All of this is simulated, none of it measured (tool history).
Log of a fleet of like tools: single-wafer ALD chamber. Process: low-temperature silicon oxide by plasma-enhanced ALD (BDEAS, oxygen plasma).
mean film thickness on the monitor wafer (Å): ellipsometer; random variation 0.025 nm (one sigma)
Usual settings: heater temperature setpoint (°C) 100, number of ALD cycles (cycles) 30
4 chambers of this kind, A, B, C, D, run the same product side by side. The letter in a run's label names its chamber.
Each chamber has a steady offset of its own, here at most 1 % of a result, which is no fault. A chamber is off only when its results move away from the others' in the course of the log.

run	hour	heater temperature setpoint (°C)	number of ALD cycles (cycles)	read-back reference wafer on the same gauge, thickness_nm	mean film thickness on the monitor wafer (Å)
1A	5.8	100	30	4.7838	43.113
2D	10.1	100	30	4.7775	43.190
3C	12.7	100	30	4.7790	42.052
4B	17.6	100	30	4.7797	43.130
5C	23.3	100	30	4.7831	42.267
6B	28.2	100	30	4.7785	43.202
7A	33.1	100	30	4.7779	42.842
8D	37.7	100	34	4.7798	48.571
9A	42.7	100	34	4.7813	48.790
10B	46.7	100	34	4.7787	48.994
11D	50.9	100	34	4.7821	49.003
12C	53.5	108	28	4.7833	39.214
13C	59.2	108	28	4.7818	39.095
14D	64.6	108	28	4.7750	39.856
15A	67.7	108	28	4.7817	39.783
16B	72.8	100	30	4.7762	42.438
17C	78.6	100	30	4.7810	42.589
18B	83.3	94	36	4.7831	52.480
19A	86.9	94	36	4.7857	52.957
20D	89.5	94	36	4.7864	52.805
21C	93.4	94	36	4.7799	52.303
22D	98.5	100	30	4.7827	43.552
23A	103.5	100	30	4.7806	43.101
24B	107.8	100	30	4.7785	42.974
25D	111.1	100	30	4.7842	43.014
26B	114.4	100	30	4.7871	42.871

Is one chamber off against the others, does the gauge drift, or is nothing wrong? If a chamber is off, say which, and what the likeliest cause is.

No chamber stands off beyond its own small offset, and the gauge holds steady.
